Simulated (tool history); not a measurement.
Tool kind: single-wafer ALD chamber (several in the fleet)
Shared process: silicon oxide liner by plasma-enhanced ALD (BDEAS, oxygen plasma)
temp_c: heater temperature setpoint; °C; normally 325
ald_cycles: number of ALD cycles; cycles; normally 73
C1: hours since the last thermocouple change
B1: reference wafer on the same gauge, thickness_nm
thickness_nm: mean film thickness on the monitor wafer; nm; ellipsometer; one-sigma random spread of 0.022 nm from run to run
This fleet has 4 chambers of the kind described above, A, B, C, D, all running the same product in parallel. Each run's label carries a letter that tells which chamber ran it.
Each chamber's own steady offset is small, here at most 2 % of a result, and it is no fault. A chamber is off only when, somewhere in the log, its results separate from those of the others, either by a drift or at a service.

run 1A hour=8.2 | temp_c=325 ald_cycles=73 | C1=500 | B1=6.7479 | thickness_nm=6.6778
run 2D hour=14.2 | temp_c=325 ald_cycles=73 | C1=20.8 | B1=6.7474 | thickness_nm=6.5595
run 3B hour=21.8 | temp_c=325 ald_cycles=73 | C1=940.6 | B1=6.7555 | thickness_nm=6.5638
run 4C hour=31.6 | temp_c=325 ald_cycles=73 | C1=327.6 | B1=6.7506 | thickness_nm=6.5631
run 5C hour=40.3 | temp_c=325 ald_cycles=73 | C1=336.3 | B1=6.7473 | thickness_nm=6.5565
run 6B hour=48.3 | temp_c=325 ald_cycles=73 | C1=967.1 | B1=6.7547 | thickness_nm=6.5752
run 7D hour=55.9 | temp_c=325 ald_cycles=73 | C1=62.5 | B1=6.7507 | thickness_nm=6.6038
run 8A hour=63.4 | temp_c=325 ald_cycles=73 | C1=555.2 | B1=6.7507 | thickness_nm=6.6279
run 9D hour=71.9 | temp_c=325 ald_cycles=73 | C1=78.5 | B1=6.7485 | thickness_nm=6.569
run 10A hour=78.9 | temp_c=325 ald_cycles=73 | C1=570.7 | B1=6.7523 | thickness_nm=6.6336
run 11C hour=86.6 | temp_c=325 ald_cycles=73 | C1=382.6 | B1=6.754 | thickness_nm=6.5882
run 12B hour=96.6 | temp_c=325 ald_cycles=73 | C1=1015.4 | B1=6.7584 | thickness_nm=6.593
run 13A hour=106.7 | temp_c=332 ald_cycles=69 | C1=598.5 | B1=6.748 | thickness_nm=6.2009
run 14C hour=114.9 | temp_c=332 ald_cycles=69 | C1=410.9 | B1=6.7527 | thickness_nm=6.1463
run 15D hour=120.8 | temp_c=332 ald_cycles=69 | C1=127.4 | B1=6.7462 | thickness_nm=6.1698
run 16B hour=129.6 | temp_c=332 ald_cycles=69 | C1=1048.4 | B1=6.7577 | thickness_nm=6.1494
run 17C hour=137.6 | temp_c=325 ald_cycles=73 | C1=433.6 | B1=6.7512 | thickness_nm=6.566
run 18D hour=144.8 | temp_c=325 ald_cycles=73 | C1=151.4 | B1=6.7444 | thickness_nm=6.599
run 19A hour=150.7 | temp_c=325 ald_cycles=73 | C1=642.5 | B1=6.7495 | thickness_nm=6.6582
run 20B hour=157.2 | temp_c=325 ald_cycles=73 | C1=1076 | B1=6.7525 | thickness_nm=6.5938
run 21B hour=163.1 | temp_c=325 ald_cycles=73 | C1=1081.9 | B1=6.7498 | thickness_nm=6.5486
run 22C hour=170.3 | temp_c=325 ald_cycles=73 | C1=466.3 | B1=6.7462 | thickness_nm=6.5868
run 23D hour=178.7 | temp_c=325 ald_cycles=73 | C1=185.3 | B1=6.7483 | thickness_nm=6.5584
run 24A hour=189.3 | temp_c=331 ald_cycles=73 | C1=681.1 | B1=6.7481 | thickness_nm=6.5804

Predict what each chamber gives when all 4 of them run the settings below next.
run 25A hour=197.3 | temp_c=325 ald_cycles=73 | thickness_nm=?
run 25B hour=197.3 | temp_c=325 ald_cycles=73 | thickness_nm=?
run 25C hour=197.3 | temp_c=325 ald_cycles=73 | thickness_nm=?
run 25D hour=197.3 | temp_c=325 ald_cycles=73 | thickness_nm=?

run=25A thickness_nm=6.6556
run=25B thickness_nm=6.5612
run=25C thickness_nm=6.594
run=25D thickness_nm=6.5661

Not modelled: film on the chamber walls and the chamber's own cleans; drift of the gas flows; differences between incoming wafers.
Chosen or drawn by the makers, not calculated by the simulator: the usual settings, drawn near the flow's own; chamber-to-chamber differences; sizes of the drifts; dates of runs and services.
